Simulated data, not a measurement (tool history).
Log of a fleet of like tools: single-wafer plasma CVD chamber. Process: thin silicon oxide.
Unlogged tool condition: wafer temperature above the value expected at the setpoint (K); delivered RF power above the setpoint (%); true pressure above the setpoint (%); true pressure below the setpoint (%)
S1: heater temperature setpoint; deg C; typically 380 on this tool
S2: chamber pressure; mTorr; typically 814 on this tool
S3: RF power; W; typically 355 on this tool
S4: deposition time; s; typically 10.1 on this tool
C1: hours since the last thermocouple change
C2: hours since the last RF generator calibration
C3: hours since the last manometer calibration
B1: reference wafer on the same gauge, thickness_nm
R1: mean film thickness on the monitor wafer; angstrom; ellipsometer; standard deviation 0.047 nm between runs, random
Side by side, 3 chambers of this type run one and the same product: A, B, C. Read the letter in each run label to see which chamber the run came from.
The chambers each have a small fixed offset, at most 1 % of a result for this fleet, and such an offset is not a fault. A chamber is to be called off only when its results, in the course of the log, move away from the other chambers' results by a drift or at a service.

run     day   S1   S2   S3    S4      C1      C2      C3      B1      R1
 1B   0.600  380  814  355  10.1   250.6    61.9  2713.6  21.296  205.29
 2C   1.138  380  814  355  10.1  1186.4  1150.5   642.5  21.305  206.20
 3A   1.688  380  814  355  10.1   346.5  1611.8   875.9  21.302  203.43
 4A   2.175  380  814  355  10.1   358.2  1623.5   887.6  21.302  203.21
 5C   2.758  380  814  355  10.1  1225.3  1189.4   681.4  21.287  205.89
 6B   3.188  380  814  355  10.1   312.7   124.0  2775.7  21.290  204.20
 7B   3.508  380  814  355  10.1   320.4   131.7  2783.4  21.298  204.11
 8A   3.833  380  814  355  10.1   398.0  1663.3   927.4  21.288  203.79
 9C   4.454  380  814  355  10.1  1266.0  1230.1   722.1  21.307  205.56
10B   4.983  380  814  355  10.1   355.8   167.1  2818.8  21.299  203.57
11C   5.279  380  814  355  10.1  1285.8  1249.9   741.9  21.300  206.40
12A   5.625  380  814  355  10.1   441.0  1706.3   970.4  21.293  204.41
13A   6.225  380  814  355  10.1   455.4  1720.7   984.8  21.303  203.50
14C   6.746  380  814  355  10.1  1321.0  1285.1   777.1  21.294  206.00
15B   7.362  380  814  355  10.1   412.9   224.2  2875.9  21.308  204.21
16C   7.817  371  814  355   9.0  1346.7  1310.8   802.8  21.303  184.66
      7.875  -- chamber B: capacitance manometer re-zeroed and calibrated
17B   8.229  371  814  355   9.0   433.7   245.0     8.5  21.293  187.94
18A   8.658  371  814  355   9.0   513.8  1779.1  1043.2  21.288  183.15
19A   9.246  380  814  355  10.1   527.9  1793.2  1057.3  21.308  204.72
20B   9.729  380  814  355  10.1   469.7   281.0    44.5  21.298  210.01
21C  10.050  380  814  355  10.1  1400.3  1364.4   856.4  21.308  205.85
22B  10.621  385  930  355  10.1   491.1   302.4    65.9  21.299  234.82
23C  10.921  385  930  355  10.1  1421.2  1385.3   877.3  21.302  230.34
24A  11.267  385  930  355  10.1   576.4  1841.7  1105.8  21.302  227.89
25B  11.767  380  814  355  10.1   518.6   329.9    93.4  21.299  210.08
26A  12.254  380  814  355  10.1   600.1  1865.4  1129.5  21.287  204.69
27C  12.850  380  814  355  10.1  1467.5  1431.6   923.6  21.300  205.04
28C  13.454  380  814  355  10.1  1482.0  1446.1   938.1  21.314  205.78
29B  13.983  380  814  355  10.1   571.8   383.1   146.6  21.296  209.90
30A  14.417  380  952  355  10.1   652.0  1917.3  1181.4  21.283  233.36
     14.512  -- chamber C: RF generator calibrated
31A  15.004  380  952  355  10.1   666.1  1931.4  1195.5  21.291  232.83
32B  15.508  380  952  355  10.1   608.4   419.7   183.2  21.302  238.53
33C  16.104  380  814  355  10.1  1545.6    38.3  1001.7  21.307  206.49
34A  16.700  380  814  355  10.1   706.8  1972.1  1236.2  21.304  204.18
35B  17.150  380  814  355  10.1   647.8   459.1   222.6  21.296  208.97
36C  17.662  380  814  355  10.1  1583.0    75.7  1039.1  21.297  204.61
37C  18.096  380  814  355  10.1  1593.4    86.1  1049.5  21.293  205.83
38A  18.446  380  814  355  10.1   748.7  2014.0  1278.1  21.309  204.48
39B  18.929  380  814  355  10.1   690.5   501.8   265.3  21.308  210.38
40B  19.250  380  814  355  10.1   698.2   509.5   273.0  21.298  209.44
41C  19.717  380  814  355   8.8  1632.3   125.0  1088.4  21.297  179.72
42A  20.246  380  814  355   8.8   791.9  2057.2  1321.3  21.307  177.72

All chambers now run identical settings, listed one chamber a line with results as question marks. What results will each chamber show?
43A  20.717  380  814  355  9.5                   ?
43B  20.717  380  814  355  9.5                   ?
43C  20.717  380  814  355  9.5                   ?

run      R1
43A  191.59
43B  197.82
43C  194.04
